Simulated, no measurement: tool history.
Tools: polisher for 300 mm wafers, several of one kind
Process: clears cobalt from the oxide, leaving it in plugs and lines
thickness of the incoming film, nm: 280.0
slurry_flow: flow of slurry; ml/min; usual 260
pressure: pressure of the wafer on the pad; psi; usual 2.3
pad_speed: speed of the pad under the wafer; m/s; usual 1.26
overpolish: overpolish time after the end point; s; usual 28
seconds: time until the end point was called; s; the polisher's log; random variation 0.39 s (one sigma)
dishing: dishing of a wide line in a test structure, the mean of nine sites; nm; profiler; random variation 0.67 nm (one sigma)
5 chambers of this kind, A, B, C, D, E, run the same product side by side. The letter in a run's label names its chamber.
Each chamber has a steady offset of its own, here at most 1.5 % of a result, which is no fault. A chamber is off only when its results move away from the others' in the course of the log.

run	hour	slurry_flow	pressure	pad_speed	overpolish	wafers polished on this pad	hours since the slurry nozzle was cleaned	hours since the head pressure was calibrated	seconds	dishing
1A	9.0	260	2.3	1.26	28	983	427.9	1581.1	33.977	63.328
# hour 11.8: chamber A: head pressure recalibrated
# hour 18.4: chamber A: worn pad replaced by a new one
2B	19.0	260	2.3	1.26	28	764	127.5	235.1	33.146	63.426
3E	27.0	260	2.3	1.26	28	731	575.9	275.9	33.657	61.762
4C	32.1	260	2.3	1.26	28	1157	443.3	186.5	33.798	62.061
# hour 34.2: chamber E: slurry nozzle cleaned
5D	37.3	260	2.3	1.26	28	1083	594.8	192.8	33.549	62.818
6D	46.6	260	2.3	1.26	28	1153	604.1	202.1	33.943	62.001
7A	55.4	260	2.3	1.26	28	278	474.3	43.7	33.600	62.325
# hour 58.0: chamber B: worn pad replaced by a new one
8B	63.2	210	2.3	1.26	28	39	171.7	279.3	34.038	62.364
# hour 68.8: chamber C: worn pad replaced by a new one
# hour 70.0: chamber D: worn pad replaced by a new one
9C	74.8	210	2.3	1.26	28	45	486.0	229.2	34.073	62.871
# hour 80.9: chamber A: slurry nozzle cleaned
10E	81.2	210	2.3	1.26	28	1138	47.1	330.1	34.370	61.615
11E	89.8	210	2.3	1.26	28	1203	55.7	338.7	34.210	62.835
12B	99.7	210	2.3	1.26	28	313	208.2	315.8	34.708	61.839
13D	107.4	260	2.3	1.26	28	281	664.9	262.9	33.321	62.363
14C	116.7	260	2.3	1.26	40	360	527.9	271.1	33.434	62.577
# hour 120.2: chamber E: head pressure recalibrated
# hour 121.5: chamber E: worn pad replaced by a new one
15A	123.1	260	2.3	1.26	40	787	42.2	111.4	33.489	64.153
16D	134.2	260	2.3	1.26	40	483	691.7	289.7	33.331	63.862
17B	143.3	260	2.3	1.26	40	641	251.8	359.4	33.681	64.483
# hour 146.5: chamber B: head pressure recalibrated
# hour 153.5: chamber A: worn pad replaced by a new one
18A	154.5	260	2.3	1.26	40	7	73.6	142.8	32.886	64.587
19E	165.0	320	2.3	1.42	28	327	130.9	44.9	28.307	63.683
20C	173.5	320	2.3	1.42	28	787	584.7	327.9	29.208	62.097
21A	179.3	320	2.3	1.42	28	194	98.4	167.6	29.366	62.032
22C	189.0	320	2.3	1.42	28	904	600.2	343.4	28.605	64.614
23B	195.6	320	2.3	1.42	28	1035	304.1	49.2	29.365	62.918
# hour 203.1: chamber D: worn pad replaced by a new one
24E	204.0	260	2.3	1.26	28	620	169.9	83.9	32.505	62.918
25D	209.7	260	2.3	1.26	28	50	767.2	365.2	32.567	62.976
26D	220.5	200	2.3	1.26	28	131	778.0	376.0	33.182	62.780
# hour 224.1: chamber B: worn pad replaced by a new one
27B	228.4	200	2.3	1.26	28	32	336.9	82.0	34.473	63.344
# hour 230.2: chamber D: slurry nozzle cleaned
28E	236.4	200	2.3	1.26	28	864	202.3	116.3	34.587	61.423
29C	246.3	200	2.3	1.26	28	1335	657.5	400.7	35.475	62.930
30A	252.6	200	2.3	1.26	28	745	171.7	240.9	34.004	61.698
# hour 260.7: chamber C: worn pad replaced by a new one
31C	263.8	260	2.3	1.26	28	23	675.0	418.2	33.394	62.745
32A	269.8	260	2.3	1.26	28	874	188.9	258.1	33.441	62.278
# hour 272.0: chamber A: worn pad replaced by a new one
33D	280.6	260	2.3	1.26	28	583	50.5	436.1	30.966	63.176
34E	290.0	260	2.3	1.26	28	1267	255.9	169.9	32.820	61.997
35B	298.1	260	2.3	1.26	28	556	406.6	151.7	33.512	62.126
# hour 302.1: chamber E: worn pad replaced by a new one
36D	309.1	260	2.3	1.26	28	797	79.0	464.6	30.889	61.682
37A	319.7	260	2.3	1.26	28	359	238.8	308.0	33.437	62.175
38C	330.8	260	2.3	1.26	28	527	742.0	485.2	33.227	63.495
39B	341.6	260	2.3	1.26	28	883	450.1	195.2	33.632	61.524
40E	350.6	260	2.3	1.26	16	365	316.5	230.5	33.301	55.757
# hour 357.2: chamber D: worn pad replaced by a new one
41E	362.1	260	2.3	1.26	16	451	328.0	242.0	33.147	55.425
42A	369.6	260	2.3	1.26	16	734	288.7	357.9	32.933	56.315
43D	375.4	260	2.3	1.26	16	137	145.3	530.9	29.861	57.932
44C	385.4	260	2.3	1.26	16	937	796.6	539.8	32.928	56.831

What goes on in this fleet: one chamber off, a drifting gauge, or nothing beyond the chambers' own small offsets? Name the chamber and the cause, if any.

Chamber D drifts away from the others.
Cause: head's pressure above its setpoint, % = 10.5.

Here are 4 candidates for chamber D's next run, each the usual settings with a change, their results left as question marks. Which one brings its results back in line with what the others give on the usual settings?
In line means no further than this from the other chambers' mean on the usual settings: seconds 1.400 s; dishing 2.300 nm
45D-1	393.8	260	2.2	1.20	28				?	?
45D-2	393.8	260	2.3	1.28	28				?	?
45D-3	393.8	260	2.4	1.32	28				?	?
45D-4	393.8	260	2.3	1.24	28				?	?

The other chambers' mean on the usual settings: seconds 33.467 s; dishing 62.490 nm
run	seconds	dishing
45D-1	33.005	61.876
45D-2	29.605	62.364
45D-3	27.507	62.605
45D-4	30.546	62.241
45D-1 brings the chamber back in line.

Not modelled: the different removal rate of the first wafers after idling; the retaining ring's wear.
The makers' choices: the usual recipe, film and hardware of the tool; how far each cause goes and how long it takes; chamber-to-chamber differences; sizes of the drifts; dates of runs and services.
